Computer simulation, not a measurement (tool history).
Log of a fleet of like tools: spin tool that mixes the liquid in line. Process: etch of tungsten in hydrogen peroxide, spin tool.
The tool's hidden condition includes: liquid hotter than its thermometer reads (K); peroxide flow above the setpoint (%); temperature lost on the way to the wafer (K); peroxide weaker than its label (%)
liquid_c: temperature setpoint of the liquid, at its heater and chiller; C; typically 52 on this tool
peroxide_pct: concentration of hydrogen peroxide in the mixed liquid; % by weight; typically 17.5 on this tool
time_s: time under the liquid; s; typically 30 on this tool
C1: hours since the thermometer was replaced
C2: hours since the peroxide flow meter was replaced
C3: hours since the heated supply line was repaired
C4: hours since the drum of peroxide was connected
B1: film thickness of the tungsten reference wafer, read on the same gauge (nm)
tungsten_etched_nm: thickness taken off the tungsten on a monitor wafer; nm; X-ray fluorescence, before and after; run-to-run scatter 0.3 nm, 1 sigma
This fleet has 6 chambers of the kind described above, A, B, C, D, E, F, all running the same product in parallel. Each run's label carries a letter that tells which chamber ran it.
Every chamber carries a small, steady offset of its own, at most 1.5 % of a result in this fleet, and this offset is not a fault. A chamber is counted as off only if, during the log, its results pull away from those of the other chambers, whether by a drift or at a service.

{"run": "1E", "day": 0.171, "liquid_c": 52, "peroxide_pct": 17.5, "time_s": 30, "C1": 870.3, "C2": 592.3, "C3": 1051.9, "C4": 489.1, "B1": 120.01, "tungsten_etched_nm": 43.977}
{"run": "2B", "day": 0.312, "liquid_c": 52, "peroxide_pct": 17.5, "time_s": 30, "C1": 1775.8, "C2": 991.7, "C3": 166.2, "C4": 340.9, "B1": 119.98, "tungsten_etched_nm": 43.241}
{"run": "3D", "day": 0.55, "liquid_c": 52, "peroxide_pct": 17.5, "time_s": 30, "C1": 458.6, "C2": 1622.6, "C3": 2444, "C4": 496, "B1": 119.99, "tungsten_etched_nm": 43.267}
{"day": 0.742, "done": "chamber E: thermometer replaced"}
{"run": "4F", "day": 0.817, "liquid_c": 52, "peroxide_pct": 17.5, "time_s": 30, "C1": 1486.2, "C2": 1338.9, "C3": 1112, "C4": 248.5, "B1": 119.97, "tungsten_etched_nm": 43.683}
{"run": "5A", "day": 1.071, "liquid_c": 52, "peroxide_pct": 17.5, "time_s": 30, "C1": 1453.2, "C2": 345.4, "C3": 397.9, "C4": 566.9, "B1": 120, "tungsten_etched_nm": 43.548}
{"run": "6C", "day": 1.2, "liquid_c": 56, "peroxide_pct": 17.5, "time_s": 40, "C1": 585.8, "C2": 282.7, "C3": 2387.1, "C4": 841.6, "B1": 120.01, "tungsten_etched_nm": 75.209}
{"day": 1.229, "done": "chamber E: new drum of peroxide connected"}
{"run": "7B", "day": 1.367, "liquid_c": 56, "peroxide_pct": 17.5, "time_s": 40, "C1": 1801.1, "C2": 1017, "C3": 191.5, "C4": 366.2, "B1": 119.99, "tungsten_etched_nm": 73.662}
{"run": "8E", "day": 1.633, "liquid_c": 56, "peroxide_pct": 17.5, "time_s": 40, "C1": 21.4, "C2": 627.4, "C3": 1087, "C4": 9.8, "B1": 120, "tungsten_etched_nm": 73.371}
{"run": "9F", "day": 1.825, "liquid_c": 56, "peroxide_pct": 17.5, "time_s": 40, "C1": 1510.4, "C2": 1363.1, "C3": 1136.2, "C4": 272.7, "B1": 120, "tungsten_etched_nm": 73.561}
{"run": "10A", "day": 2.079, "liquid_c": 56, "peroxide_pct": 17.5, "time_s": 40, "C1": 1477.4, "C2": 369.6, "C3": 422.1, "C4": 591.1, "B1": 120.02, "tungsten_etched_nm": 73.147}
{"run": "11C", "day": 2.283, "liquid_c": 56, "peroxide_pct": 17.5, "time_s": 40, "C1": 611.8, "C2": 308.7, "C3": 2413.1, "C4": 867.6, "B1": 120.02, "tungsten_etched_nm": 74.637}
{"run": "12D", "day": 2.504, "liquid_c": 52, "peroxide_pct": 17.5, "time_s": 30, "C1": 505.5, "C2": 1669.5, "C3": 2490.9, "C4": 542.9, "B1": 120, "tungsten_etched_nm": 43.997}
{"run": "13E", "day": 2.729, "liquid_c": 52, "peroxide_pct": 17.5, "time_s": 30, "C1": 47.7, "C2": 653.7, "C3": 1113.3, "C4": 36.1, "B1": 119.98, "tungsten_etched_nm": 43.289}
{"run": "14C", "day": 2.95, "liquid_c": 52, "peroxide_pct": 17.5, "time_s": 30, "C1": 627.8, "C2": 324.7, "C3": 2429.1, "C4": 883.6, "B1": 119.99, "tungsten_etched_nm": 44.202}
{"day": 2.996, "done": "chamber F: thermometer replaced"}
{"run": "15A", "day": 3.125, "liquid_c": 52, "peroxide_pct": 17.5, "time_s": 30, "C1": 1502.5, "C2": 394.7, "C3": 447.2, "C4": 616.2, "B1": 120, "tungsten_etched_nm": 43.919}
{"day": 3.171, "done": "chamber B: new drum of peroxide connected"}
{"run": "16F", "day": 3.254, "liquid_c": 52, "peroxide_pct": 15.5, "time_s": 30, "C1": 6.3, "C2": 1397.4, "C3": 1170.5, "C4": 307, "B1": 119.98, "tungsten_etched_nm": 40.496}
{"run": "17B", "day": 3.442, "liquid_c": 52, "peroxide_pct": 15.5, "time_s": 30, "C1": 1850.9, "C2": 1066.8, "C3": 241.3, "C4": 6.6, "B1": 120.01, "tungsten_etched_nm": 40.608}
{"run": "18D", "day": 3.675, "liquid_c": 52, "peroxide_pct": 15.5, "time_s": 30, "C1": 533.6, "C2": 1697.6, "C3": 2519, "C4": 571, "B1": 119.94, "tungsten_etched_nm": 41.468}
{"run": "19D", "day": 3.921, "liquid_c": 52, "peroxide_pct": 15.5, "time_s": 30, "C1": 539.5, "C2": 1703.5, "C3": 2524.9, "C4": 576.9, "B1": 119.98, "tungsten_etched_nm": 41.534}
{"day": 4.038, "done": "chamber F: new drum of peroxide connected"}
{"run": "20E", "day": 4.125, "liquid_c": 52, "peroxide_pct": 15.5, "time_s": 30, "C1": 81.2, "C2": 687.2, "C3": 1146.8, "C4": 69.6, "B1": 120.01, "tungsten_etched_nm": 40.974}
{"run": "21F", "day": 4.312, "liquid_c": 52, "peroxide_pct": 15.5, "time_s": 30, "C1": 31.7, "C2": 1422.8, "C3": 1195.9, "C4": 6.7, "B1": 120, "tungsten_etched_nm": 41.072}
{"run": "22A", "day": 4.575, "liquid_c": 52, "peroxide_pct": 17.5, "time_s": 30, "C1": 1537.3, "C2": 429.5, "C3": 482, "C4": 651, "B1": 120.04, "tungsten_etched_nm": 43.25}
{"run": "23B", "day": 4.804, "liquid_c": 52, "peroxide_pct": 17.5, "time_s": 30, "C1": 1883.6, "C2": 1099.5, "C3": 274, "C4": 39.3, "B1": 120, "tungsten_etched_nm": 43.264}
{"run": "24C", "day": 5.075, "liquid_c": 52, "peroxide_pct": 17.5, "time_s": 30, "C1": 678.8, "C2": 375.7, "C3": 2480.1, "C4": 934.6, "B1": 120.02, "tungsten_etched_nm": 44.039}
{"run": "25A", "day": 5.354, "liquid_c": 52, "peroxide_pct": 17.5, "time_s": 30, "C1": 1556, "C2": 448.2, "C3": 500.7, "C4": 669.7, "B1": 119.99, "tungsten_etched_nm": 42.963}
{"run": "26C", "day": 5.533, "liquid_c": 52, "peroxide_pct": 17.5, "time_s": 30, "C1": 689.8, "C2": 386.7, "C3": 2491.1, "C4": 945.6, "B1": 119.98, "tungsten_etched_nm": 44.335}
{"run": "27B", "day": 5.808, "liquid_c": 52, "peroxide_pct": 17.5, "time_s": 30, "C1": 1907.7, "C2": 1123.6, "C3": 298.1, "C4": 63.4, "B1": 119.99, "tungsten_etched_nm": 43.062}
{"run": "28F", "day": 6.021, "liquid_c": 52, "peroxide_pct": 17.5, "time_s": 30, "C1": 72.7, "C2": 1463.8, "C3": 1236.9, "C4": 47.7, "B1": 120.01, "tungsten_etched_nm": 43.102}
{"run": "29D", "day": 6.238, "liquid_c": 52, "peroxide_pct": 17.5, "time_s": 30, "C1": 595.1, "C2": 1759.1, "C3": 2580.5, "C4": 632.5, "B1": 119.99, "tungsten_etched_nm": 45.103}
{"day": 6.288, "done": "chamber B: thermometer replaced"}
{"run": "30E", "day": 6.45, "liquid_c": 52, "peroxide_pct": 21.5, "time_s": 20, "C1": 137, "C2": 743, "C3": 1202.6, "C4": 125.4, "B1": 120.02, "tungsten_etched_nm": 32.242}
{"run": "31D", "day": 6.692, "liquid_c": 52, "peroxide_pct": 21.5, "time_s": 20, "C1": 606, "C2": 1770, "C3": 2591.4, "C4": 643.4, "B1": 119.95, "tungsten_etched_nm": 33.891}
{"run": "32B", "day": 6.9, "liquid_c": 52, "peroxide_pct": 21.5, "time_s": 20, "C1": 14.8, "C2": 1149.8, "C3": 324.3, "C4": 89.6, "B1": 120.02, "tungsten_etched_nm": 32.12}
{"run": "33F", "day": 7.142, "liquid_c": 52, "peroxide_pct": 21.5, "time_s": 20, "C1": 99.6, "C2": 1490.7, "C3": 1263.8, "C4": 74.6, "B1": 119.96, "tungsten_etched_nm": 31.803}
{"run": "34C", "day": 7.333, "liquid_c": 52, "peroxide_pct": 21.5, "time_s": 20, "C1": 733, "C2": 429.9, "C3": 2534.3, "C4": 988.8, "B1": 120, "tungsten_etched_nm": 32.632}
{"run": "35E", "day": 7.508, "liquid_c": 52, "peroxide_pct": 21.5, "time_s": 20, "C1": 162.4, "C2": 768.4, "C3": 1228, "C4": 150.8, "B1": 119.98, "tungsten_etched_nm": 32.098}
{"run": "36A", "day": 7.7, "liquid_c": 61.5, "peroxide_pct": 15, "time_s": 30, "C1": 1612.3, "C2": 504.5, "C3": 557, "C4": 726, "B1": 120, "tungsten_etched_nm": 70.659}

Which is it: a chamber that has drifted or been left off by a service, a gauge drift common to all chambers, or only each chamber's usual small offset? If a chamber is off, name it and its likeliest cause.

One chamber, D, drifts off from the rest bit by bit.
Most likely cause: liquid hotter than its thermometer reads (K) = 1.16.
The log may not tell that from: peroxide flow above the setpoint (%).

Below are 4 candidate recipes for chamber D's next run, each the usual settings with a change, their results shown as question marks. Which of them brings D's results back in line with what the other chambers give on the usual settings?
Maximum distance from the other chambers' mean on the usual settings for a result to count as in line: tungsten_etched_nm 1.1 nm
{"run": "37D-1", "day": 7.9, "liquid_c": 52, "peroxide_pct": 20, "time_s": 30, "tungsten_etched_nm": "?"}
{"run": "37D-2", "day": 7.9, "liquid_c": 52.5, "peroxide_pct": 17.5, "time_s": 30, "tungsten_etched_nm": "?"}
{"run": "37D-3", "day": 7.9, "liquid_c": 51, "peroxide_pct": 17.5, "time_s": 30, "tungsten_etched_nm": "?"}
{"run": "37D-4", "day": 7.9, "liquid_c": 51.5, "peroxide_pct": 17.5, "time_s": 30, "tungsten_etched_nm": "?"}

On the usual settings, the other chambers give on average: tungsten_etched_nm 43.546 nm
run=37D-1 tungsten_etched_nm=49.664
run=37D-2 tungsten_etched_nm=47.869
run=37D-3 tungsten_etched_nm=43.824
run=37D-4 tungsten_etched_nm=45.137
It is 37D-3 that realigns the chamber with its peers.

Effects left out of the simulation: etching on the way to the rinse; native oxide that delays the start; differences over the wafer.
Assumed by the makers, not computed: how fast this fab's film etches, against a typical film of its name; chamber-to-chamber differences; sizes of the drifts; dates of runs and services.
